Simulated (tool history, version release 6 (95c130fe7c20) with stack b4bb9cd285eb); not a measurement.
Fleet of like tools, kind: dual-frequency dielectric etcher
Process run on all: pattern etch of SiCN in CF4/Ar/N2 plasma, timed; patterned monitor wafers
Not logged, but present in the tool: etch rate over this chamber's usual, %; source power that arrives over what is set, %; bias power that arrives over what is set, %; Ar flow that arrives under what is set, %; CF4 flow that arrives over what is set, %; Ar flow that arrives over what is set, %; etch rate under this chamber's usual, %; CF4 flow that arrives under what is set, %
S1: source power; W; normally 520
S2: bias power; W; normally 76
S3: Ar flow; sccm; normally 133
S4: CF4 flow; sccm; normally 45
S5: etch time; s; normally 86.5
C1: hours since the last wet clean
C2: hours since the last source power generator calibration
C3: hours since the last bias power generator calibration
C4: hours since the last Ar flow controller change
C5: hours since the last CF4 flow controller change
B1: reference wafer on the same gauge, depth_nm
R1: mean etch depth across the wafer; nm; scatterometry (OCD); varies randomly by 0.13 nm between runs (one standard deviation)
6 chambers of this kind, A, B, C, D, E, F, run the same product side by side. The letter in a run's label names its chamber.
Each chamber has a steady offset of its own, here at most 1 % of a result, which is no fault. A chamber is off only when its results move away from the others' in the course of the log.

run,hour,S1,S2,S3,S4,S5,C1,C2,C3,C4,C5,B1,R1
# hour 9.2: chamber D: source power generator calibrated
1B,11.7,520,76,133,45,86.5,406.7,3801.5,904.3,4426.2,538.8,82.600,76.813
2C,22.0,520,76,133,45,86.5,285.6,3852.9,563.1,1540.0,4033.3,82.571,76.598
3A,33.4,520,76,133,45,86.5,117.3,1547.0,2809.0,3647.9,121.9,82.563,76.708
4E,46.0,520,76,133,45,86.5,85.3,1205.3,1355.5,3703.3,1414.8,82.535,77.003
5F,53.5,520,76,133,45,86.5,441.4,1610.8,460.5,2081.4,1463.4,82.529,75.827
# hour 54.6: chamber A: Ar flow controller replaced
# hour 65.6: chamber B: wet clean of the chamber
6D,66.2,520,76,133,45,86.5,413.8,57.1,1086.7,2339.4,510.7,82.519,76.586
7C,75.4,520,76,133,45,86.5,339.0,3906.3,616.5,1593.4,4086.7,82.506,76.386
8D,82.6,520,76,133,45,86.5,430.2,73.5,1103.1,2355.8,527.1,82.511,76.375
9E,98.4,520,76,133,45,86.5,137.7,1257.7,1407.9,3755.7,1467.2,82.507,77.032
10A,106.5,520,76,133,45,86.5,190.4,1620.1,2882.1,52.0,195.0,82.502,76.398
11B,119.2,520,76,133,45,86.5,53.6,3909.0,1011.8,4533.7,646.3,82.485,77.133
12F,129.2,520,76,133,45,86.5,517.1,1686.5,536.2,2157.1,1539.1,82.476,75.657
13A,141.6,520,76,133,45,86.5,225.5,1655.2,2917.2,87.1,230.1,82.443,76.533
14E,154.2,520,76,133,45,96.5,193.5,1313.5,1463.7,3811.5,1523.0,82.422,85.923
# hour 158.4: chamber F: Ar flow controller replaced
# hour 160.7: chamber F: wet clean of the chamber
15D,161.7,520,76,133,45,96.5,509.3,152.6,1182.2,2434.9,606.2,82.472,85.083
# hour 168.3: chamber C: source power generator calibrated
16B,176.1,520,76,133,45,96.5,110.5,3965.9,1068.7,4590.6,703.2,82.429,86.093
# hour 180.4: chamber E: Ar flow controller replaced
# hour 187.4: chamber D: wet clean of the chamber
17F,188.2,520,76,133,45,96.5,27.5,1745.5,595.2,29.8,1598.1,82.368,84.573
18C,201.6,520,76,133,45,96.5,465.2,33.3,742.7,1719.6,4212.9,82.366,85.406
19F,208.8,520,76,133,45,96.5,48.1,1766.1,615.8,50.4,1618.7,82.372,84.471
# hour 215.8: chamber C: wet clean of the chamber
20A,223.3,520,76,133,45,86.5,307.2,1736.9,2998.9,168.8,311.8,82.344,76.482
21E,235.8,520,76,133,45,86.5,275.1,1395.1,1545.3,55.4,1604.6,82.322,76.772
22D,248.3,520,76,133,45,86.5,61.0,239.2,1268.8,2521.5,692.8,82.313,76.377
23B,263.1,520,76,133,45,86.5,197.5,4052.9,1155.7,4677.6,790.2,82.285,77.007
24C,272.5,520,76,133,45,86.5,56.7,104.2,813.6,1790.5,4283.8,82.296,76.054
25B,280.6,520,76,133,45,86.5,215.0,4070.4,1173.2,4695.1,807.7,82.248,77.081
# hour 287.8: chamber A: bias power generator calibrated
26A,290.1,520,76,133,45,86.5,374.0,1803.7,2.3,235.6,378.6,82.244,76.440
27F,299.6,520,76,133,48,86.5,138.9,1856.9,706.6,141.2,1709.5,82.236,76.781
# hour 303.3: chamber E: CF4 flow controller replaced
# hour 305.4: chamber E: source power generator calibrated
28D,310.9,520,76,133,48,86.5,123.6,301.8,1331.4,2584.1,755.4,82.270,77.048
29E,318.9,520,76,133,48,86.5,358.2,13.5,1628.4,138.5,15.6,82.220,77.808
# hour 326.6: chamber D: Ar flow controller replaced
30C,327.5,520,76,133,48,86.5,111.7,159.2,868.6,1845.5,4338.8,82.217,76.965
31E,342.7,520,76,133,48,86.5,382.0,37.3,1652.2,162.3,39.4,82.176,77.875
# hour 345.4: chamber B: source power generator calibrated
32C,352.6,520,76,133,48,86.5,136.8,184.3,893.7,1870.6,4363.9,82.173,76.824
33A,360.9,520,76,133,45,86.5,444.8,1874.5,73.1,306.4,449.4,82.169,76.247
34F,372.7,420,87,133,45,86.5,212.0,1930.0,779.7,214.3,1782.6,82.153,66.262
# hour 374.5: chamber E: wet clean of the chamber
# hour 385.9: chamber A: wet clean of the chamber
35D,387.2,420,87,133,45,86.5,199.9,378.1,1407.7,60.7,831.7,82.174,67.013
36B,402.7,420,87,133,45,86.5,337.1,57.4,1295.3,4817.2,929.8,82.112,67.129
37B,415.6,420,87,133,45,86.5,350.0,70.3,1308.2,4830.1,942.7,82.130,67.413
38E,423.9,420,87,133,45,86.5,49.5,118.5,1733.4,243.5,120.6,82.078,67.317
39C,440.0,420,87,133,45,86.5,224.2,271.7,981.1,1958.0,4451.3,82.102,66.769
40A,454.5,520,76,133,45,86.5,68.7,1968.1,166.7,400.0,543.0,82.065,76.080
41D,469.2,520,76,133,45,86.5,281.9,460.1,1489.7,142.7,913.7,82.050,76.053

Next, all 6 chambers run the settings below, one line each with question marks for the results. What does each chamber give?
42A,480.8,520,76,133,45,86.5,,,,,,,?
42B,480.8,520,76,133,45,86.5,,,,,,,?
42C,480.8,520,76,133,45,86.5,,,,,,,?
42D,480.8,520,76,133,45,86.5,,,,,,,?
42E,480.8,520,76,133,45,86.5,,,,,,,?
42F,480.8,520,76,133,45,86.5,,,,,,,?

run,R1
42A,75.880
42B,76.609
42C,75.729
42D,76.011
42E,76.559
42F,75.576

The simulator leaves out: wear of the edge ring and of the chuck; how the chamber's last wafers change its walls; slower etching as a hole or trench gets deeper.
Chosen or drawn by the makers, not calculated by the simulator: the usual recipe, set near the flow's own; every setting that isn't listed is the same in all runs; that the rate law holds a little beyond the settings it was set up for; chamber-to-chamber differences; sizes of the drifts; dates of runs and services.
